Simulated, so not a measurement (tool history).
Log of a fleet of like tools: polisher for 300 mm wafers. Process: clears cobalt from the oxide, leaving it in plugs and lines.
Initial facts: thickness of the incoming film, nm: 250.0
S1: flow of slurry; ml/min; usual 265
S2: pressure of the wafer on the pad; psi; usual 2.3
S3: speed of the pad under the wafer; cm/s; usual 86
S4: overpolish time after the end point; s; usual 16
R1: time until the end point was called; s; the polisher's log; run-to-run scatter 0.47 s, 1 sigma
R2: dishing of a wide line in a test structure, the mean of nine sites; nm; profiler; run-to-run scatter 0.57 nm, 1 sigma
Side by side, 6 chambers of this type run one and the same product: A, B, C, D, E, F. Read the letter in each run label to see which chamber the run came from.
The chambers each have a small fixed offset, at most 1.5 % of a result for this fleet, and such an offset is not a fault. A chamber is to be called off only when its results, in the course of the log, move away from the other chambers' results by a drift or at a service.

run	hour	S1	S2	S3	S4	R1	R2
1A	15.2	265	2.3	86	16	54.992	33.965
# hour 21.7: chamber C: worn pad replaced by a new one
# hour 23.5: chamber A: worn pad replaced by a new one
2C	24.8	265	2.3	86	16	54.552	33.588
# hour 26.3: chamber D: worn pad replaced by a new one
# hour 28.4: chamber F: head pressure recalibrated
# hour 36.5: chamber F: worn pad replaced by a new one
# hour 39.4: chamber E: worn pad replaced by a new one
3D	39.8	265	2.3	86	16	53.569	33.823
4F	47.2	265	2.3	86	16	53.508	34.654
# hour 52.7: chamber B: worn pad replaced by a new one
5E	60.1	265	2.3	86	16	53.353	32.898
6B	75.5	265	2.3	86	16	53.605	34.091
# hour 75.7: chamber E: slurry nozzle cleaned
7C	86.9	265	2.3	86	16	53.336	34.121
8F	103.0	265	2.3	86	16	54.571	34.514
# hour 105.6: chamber A: slurry nozzle cleaned
9A	113.2	195	2.3	86	21	55.775	36.719
# hour 115.9: chamber F: slurry nozzle cleaned
# hour 120.1: chamber A: worn pad replaced by a new one
10E	121.1	195	2.3	86	21	55.019	36.276
11D	133.0	195	2.3	86	21	55.703	36.422
# hour 138.1: chamber D: worn pad replaced by a new one
12B	141.0	195	2.3	86	21	55.584	37.182
13A	151.6	195	2.3	86	21	56.409	36.964
# hour 152.3: chamber B: worn pad replaced by a new one
# hour 162.8: chamber A: head pressure recalibrated
14E	164.9	195	2.3	86	21	54.210	37.778
# hour 167.6: chamber E: worn pad replaced by a new one
15F	173.7	265	2.3	86	16	53.715	33.643
# hour 182.7: chamber F: worn pad replaced by a new one
# hour 188.4: chamber C: slurry nozzle cleaned
16D	189.7	265	2.3	86	16	53.409	33.824
# hour 192.9: chamber B: head pressure recalibrated
# hour 199.6: chamber C: worn pad replaced by a new one
17C	201.7	265	2.3	86	16	53.289	34.609
# hour 203.7: chamber A: worn pad replaced by a new one
18B	218.1	265	2.3	112	16	41.579	37.675
19B	232.9	265	2.3	112	16	41.726	37.766
20A	241.3	265	2.3	112	16	42.386	37.346
# hour 245.8: chamber B: worn pad replaced by a new one
21C	249.9	265	2.3	112	16	40.558	36.493
22F	258.9	265	2.3	112	16	40.837	37.394
# hour 268.3: chamber D: worn pad replaced by a new one
23D	274.3	265	2.3	112	16	41.238	38.149
# hour 281.7: chamber A: worn pad replaced by a new one
24E	284.6	265	2.3	86	16	53.763	34.581
25B	292.2	265	2.3	86	16	54.334	33.891
# hour 305.0: chamber E: worn pad replaced by a new one
26C	307.0	265	2.3	86	16	52.869	34.354
# hour 311.4: chamber B: slurry nozzle cleaned
27A	320.0	265	2.3	86	16	54.662	34.577
28F	328.6	265	2.3	86	16	54.033	33.930
# hour 333.8: chamber B: worn pad replaced by a new one
29D	339.6	265	2.3	86	16	54.274	33.901
# hour 344.3: chamber F: worn pad replaced by a new one
30E	347.2	265	2.3	86	16	53.873	35.174
# hour 347.6: chamber C: worn pad replaced by a new one
31B	356.6	265	2.3	86	16	55.024	35.084
32C	369.4	265	2.3	86	16	53.128	34.240
# hour 372.2: chamber E: slurry nozzle cleaned
# hour 375.1: chamber D: worn pad replaced by a new one
33A	380.6	325	2.3	86	16	53.806	34.362
# hour 381.9: chamber A: worn pad replaced by a new one
34F	394.3	325	2.3	86	16	52.880	34.663
35E	409.1	325	2.3	86	16	51.937	35.046
# hour 415.7: chamber A: slurry nozzle cleaned
36D	421.4	325	2.3	86	16	53.189	35.555
# hour 425.2: chamber B: worn pad replaced by a new one
37A	430.3	325	2.3	86	16	53.297	35.913
38B	441.3	325	2.3	86	16	53.070	34.502

Each of the 6 chambers runs these same settings next. Fill in every chamber's results:
39A	453.0	345	2.3	86	16	?	?
39B	453.0	345	2.3	86	16	?	?
39C	453.0	345	2.3	86	16	?	?
39D	453.0	345	2.3	86	16	?	?
39E	453.0	345	2.3	86	16	?	?
39F	453.0	345	2.3	86	16	?	?

run	R1	R2
39A	52.808	35.526
39B	52.736	34.929
39C	52.991	35.115
39D	52.368	34.127
39E	52.187	34.121
39F	52.330	34.796
